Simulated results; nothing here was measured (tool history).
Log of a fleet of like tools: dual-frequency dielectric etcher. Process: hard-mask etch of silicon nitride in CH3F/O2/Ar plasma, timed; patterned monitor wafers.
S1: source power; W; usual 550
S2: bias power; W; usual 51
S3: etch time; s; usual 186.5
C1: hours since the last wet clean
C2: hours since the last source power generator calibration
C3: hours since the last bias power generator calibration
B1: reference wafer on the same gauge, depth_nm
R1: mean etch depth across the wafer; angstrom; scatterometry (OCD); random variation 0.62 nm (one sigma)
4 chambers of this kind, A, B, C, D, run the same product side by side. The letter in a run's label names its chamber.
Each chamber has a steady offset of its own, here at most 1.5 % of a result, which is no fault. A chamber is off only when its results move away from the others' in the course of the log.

run 1C hour=6.6 | S1=550 S2=51 S3=186.5 | C1=204.1 C2=2314.3 C3=1713.5 | B1=145.10 | R1=1319.5
run 2A hour=14.3 | S1=550 S2=51 S3=186.5 | C1=283.4 C2=2739.7 C3=467.1 | B1=145.14 | R1=1345.6
run 3B hour=19.6 | S1=550 S2=51 S3=186.5 | C1=106.3 C2=3467.6 C3=2223.2 | B1=144.85 | R1=1323.3
run 4D hour=27.8 | S1=550 S2=51 S3=186.5 | C1=225.2 C2=1169.7 C3=2780.9 | B1=144.92 | R1=1313.4
run 5A hour=34.5 | S1=550 S2=51 S3=186.5 | C1=303.6 C2=2759.9 C3=487.3 | B1=145.04 | R1=1338.5
run 6B hour=44.3 | S1=550 S2=51 S3=186.5 | C1=131.0 C2=3492.3 C3=2247.9 | B1=144.87 | R1=1306.7
run 7D hour=54.5 | S1=550 S2=51 S3=186.5 | C1=251.9 C2=1196.4 C3=2807.6 | B1=144.91 | R1=1295.6
run 8C hour=63.5 | S1=550 S2=51 S3=186.5 | C1=261.0 C2=2371.2 C3=1770.4 | B1=145.05 | R1=1313.8
run 9B hour=70.0 | S1=550 S2=51 S3=186.5 | C1=156.7 C2=3518.0 C3=2273.6 | B1=144.85 | R1=1310.4
run 10D hour=79.4 | S1=550 S2=51 S3=186.5 | C1=276.8 C2=1221.3 C3=2832.5 | B1=144.92 | R1=1296.6
run 11A hour=84.9 | S1=550 S2=51 S3=186.5 | C1=354.0 C2=2810.3 C3=537.7 | B1=144.81 | R1=1344.0
run 12C hour=92.8 | S1=550 S2=51 S3=186.5 | C1=290.3 C2=2400.5 C3=1799.7 | B1=145.07 | R1=1290.6
run 13C hour=98.9 | S1=550 S2=51 S3=186.5 | C1=296.4 C2=2406.6 C3=1805.8 | B1=145.04 | R1=1289.2
run 14B hour=109.7 | S1=550 S2=51 S3=186.5 | C1=196.4 C2=3557.7 C3=2313.3 | B1=144.98 | R1=1323.7
run 15A hour=116.5 | S1=550 S2=51 S3=186.5 | C1=385.6 C2=2841.9 C3=569.3 | B1=144.96 | R1=1334.2
run 16D hour=121.3 | S1=550 S2=51 S3=186.5 | C1=318.7 C2=1263.2 C3=2874.4 | B1=145.04 | R1=1306.1
-- hour=123.0 chamber A: source power generator calibrated
run 17A hour=127.4 | S1=550 S2=51 S3=186.5 | C1=396.5 C2=4.5 C3=580.2 | B1=145.05 | R1=1327.0
run 18C hour=136.5 | S1=550 S2=51 S3=186.5 | C1=334.0 C2=2444.2 C3=1843.4 | B1=144.91 | R1=1279.1
run 19D hour=144.7 | S1=550 S2=51 S3=186.5 | C1=342.1 C2=1286.6 C3=2897.8 | B1=145.10 | R1=1316.2
run 20B hour=152.3 | S1=550 S2=51 S3=186.5 | C1=239.0 C2=3600.3 C3=2355.9 | B1=144.99 | R1=1306.1
run 21C hour=162.0 | S1=550 S2=51 S3=186.5 | C1=359.5 C2=2469.7 C3=1868.9 | B1=145.13 | R1=1259.3
run 22A hour=169.8 | S1=550 S2=41 S3=186.5 | C1=438.9 C2=46.9 C3=622.6 | B1=145.09 | R1=1263.2
run 23D hour=176.3 | S1=550 S2=41 S3=186.5 | C1=373.7 C2=1318.2 C3=2929.4 | B1=144.90 | R1=1229.7
run 24B hour=185.5 | S1=550 S2=41 S3=186.5 | C1=272.2 C2=3633.5 C3=2389.1 | B1=144.96 | R1=1226.6
run 25C hour=195.7 | S1=550 S2=41 S3=186.5 | C1=393.2 C2=2503.4 C3=1902.6 | B1=145.04 | R1=1184.0
run 26B hour=205.2 | S1=550 S2=51 S3=186.5 | C1=291.9 C2=3653.2 C3=2408.8 | B1=144.91 | R1=1311.4
run 27A hour=211.0 | S1=550 S2=51 S3=186.5 | C1=480.1 C2=88.1 C3=663.8 | B1=145.06 | R1=1351.2
run 28D hour=219.2 | S1=550 S2=51 S3=186.5 | C1=416.6 C2=1361.1 C3=2972.3 | B1=144.95 | R1=1310.1
run 29D hour=226.8 | S1=550 S2=51 S3=186.5 | C1=424.2 C2=1368.7 C3=2979.9 | B1=145.08 | R1=1303.2

Is one chamber off against the others, does the gauge drift, or is nothing wrong? If a chamber is off, say which, and what the likeliest cause is.

Chamber C drifts away from the others.
Cause: etch rate under this chamber's usual, % = 4.73.

Here are 4 candidates for chamber C's next run, each the usual settings with a change, their results left as question marks. Which one brings its results back in line with what the others give on the usual settings?
In line means no further than this from the other chambers' mean on the usual settings: R1 22.0 angstrom
run 30C-1 hour=234.6 | S1=550 S2=51 S3=183.5 | R1=?
run 30C-2 hour=234.6 | S1=550 S2=52 S3=195.0 | R1=?
run 30C-3 hour=234.6 | S1=540 S2=51 S3=178.5 | R1=?
run 30C-4 hour=234.6 | S1=550 S2=54 S3=186.5 | R1=?

The other chambers' mean on the usual settings: R1 1320.3 angstrom
run=30C-1 R1=1237.1
run=30C-2 R1=1322.6
run=30C-3 R1=1194.6
run=30C-4 R1=1280.0
30C-2 brings the chamber back in line.
